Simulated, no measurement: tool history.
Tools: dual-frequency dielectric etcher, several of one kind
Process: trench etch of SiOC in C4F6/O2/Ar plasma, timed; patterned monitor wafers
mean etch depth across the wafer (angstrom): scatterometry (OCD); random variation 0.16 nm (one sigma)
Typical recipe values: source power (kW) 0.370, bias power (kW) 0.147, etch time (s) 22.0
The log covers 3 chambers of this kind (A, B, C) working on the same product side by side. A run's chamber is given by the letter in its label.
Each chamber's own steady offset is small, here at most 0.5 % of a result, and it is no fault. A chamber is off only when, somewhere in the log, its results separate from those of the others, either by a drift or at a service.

| run | day | source power (kW) | bias power (kW) | etch time (s) | hours since the last wet clean | hours since the last source power generator calibration | hours since the last bias power generator calibration | read-back reference wafer on the same gauge, depth_nm | mean etch depth across the wafer (angstrom) |
|---|---|---|---|---|---|---|---|---|---|
| 1B | 0.150 | 0.370 | 0.147 | 22.0 | 225.1 | 1026.4 | 582.4 | 33.510 | 415.47 |
| 2A | 0.354 | 0.370 | 0.147 | 22.0 | 351.0 | 575.9 | 1617.1 | 33.467 | 421.22 |
| 3C | 0.596 | 0.370 | 0.147 | 22.0 | 318.6 | 1175.7 | 2501.9 | 33.551 | 414.71 |
| 4C | 0.833 | 0.370 | 0.147 | 22.0 | 324.3 | 1181.4 | 2507.6 | 33.514 | 416.61 |
| 5B | 1.092 | 0.320 | 0.147 | 22.0 | 247.7 | 1049.0 | 605.0 | 33.530 | 390.46 |
| 6A | 1.367 | 0.320 | 0.147 | 22.0 | 375.3 | 600.2 | 1641.4 | 33.523 | 391.97 |
| 7A | 1.542 | 0.320 | 0.147 | 22.0 | 379.5 | 604.4 | 1645.6 | 33.489 | 394.59 |
| 8B | 1.696 | 0.370 | 0.147 | 22.0 | 262.2 | 1063.5 | 619.5 | 33.484 | 418.53 |
| 9C | 1.979 | 0.370 | 0.147 | 22.0 | 351.8 | 1208.9 | 2535.1 | 33.551 | 415.47 |
| 10A | 2.238 | 0.370 | 0.147 | 22.0 | 396.2 | 621.1 | 1662.3 | 33.501 | 417.00 |
| 11B | 2.521 | 0.370 | 0.147 | 22.0 | 282.0 | 1083.3 | 639.3 | 33.533 | 416.46 |
| 12C | 2.758 | 0.370 | 0.147 | 22.0 | 370.5 | 1227.6 | 2553.8 | 33.478 | 411.63 |
| 13B | 3.033 | 0.370 | 0.147 | 22.0 | 294.3 | 1095.6 | 651.6 | 33.486 | 418.71 |
| 14C | 3.312 | 0.370 | 0.147 | 22.0 | 383.8 | 1240.9 | 2567.1 | 33.511 | 418.11 |
| 15A | 3.458 | 0.370 | 0.147 | 22.0 | 425.5 | 650.4 | 1691.6 | 33.473 | 416.90 |
| 16B | 3.788 | 0.370 | 0.147 | 22.0 | 312.4 | 1113.7 | 669.7 | 33.526 | 418.38 |
| 17C | 3.929 | 0.370 | 0.147 | 22.0 | 398.6 | 1255.7 | 2581.9 | 33.499 | 415.23 |
| 18A | 4.096 | 0.370 | 0.147 | 22.0 | 440.8 | 665.7 | 1706.9 | 33.485 | 416.72 |
| 19A | 4.421 | 0.460 | 0.147 | 22.0 | 448.6 | 673.5 | 1714.7 | 33.517 | 453.83 |
| 20B | 4.638 | 0.460 | 0.147 | 22.0 | 332.8 | 1134.1 | 690.1 | 33.448 | 453.35 |
|  | 4.771 | chamber B: wet clean of the chamber |
| 21C | 4.962 | 0.460 | 0.147 | 22.0 | 423.4 | 1280.5 | 2606.7 | 33.458 | 452.62 |
| 22A | 5.212 | 0.370 | 0.147 | 22.0 | 467.6 | 692.5 | 1733.7 | 33.484 | 415.78 |
|  | 5.367 | chamber C: wet clean of the chamber |
| 23C | 5.438 | 0.300 | 0.147 | 15.5 | 1.8 | 1291.9 | 2618.1 | 33.521 | 267.69 |
| 24B | 5.633 | 0.300 | 0.147 | 15.5 | 20.7 | 1158.0 | 714.0 | 33.496 | 267.54 |
| 25B | 5.783 | 0.300 | 0.147 | 15.5 | 24.3 | 1161.6 | 717.6 | 33.513 | 267.22 |
| 26C | 6.083 | 0.370 | 0.147 | 22.0 | 17.3 | 1307.4 | 2633.6 | 33.500 | 414.76 |
| 27A | 6.321 | 0.370 | 0.147 | 22.0 | 494.2 | 719.1 | 1760.3 | 33.497 | 416.28 |
| 28B | 6.550 | 0.370 | 0.147 | 22.0 | 42.7 | 1180.0 | 736.0 | 33.515 | 416.14 |
| 29C | 6.867 | 0.370 | 0.147 | 22.0 | 36.1 | 1326.2 | 2652.4 | 33.484 | 412.75 |
| 30A | 7.154 | 0.370 | 0.147 | 22.0 | 514.2 | 739.1 | 1780.3 | 33.519 | 417.05 |
| 31B | 7.417 | 0.370 | 0.147 | 22.0 | 63.5 | 1200.8 | 756.8 | 33.488 | 416.12 |
| 32A | 7.558 | 0.450 | 0.147 | 20.0 | 523.9 | 748.8 | 1790.0 | 33.463 | 409.57 |

Read the log: is a single chamber off, either drifting away or since a service, is the gauge that measures every chamber drifting, or is nothing wrong beyond small per-chamber offsets? Name any odd chamber and what most likely caused it.

The fleet is healthy, with each chamber sitting at its usual small offset and no drift in the gauge.
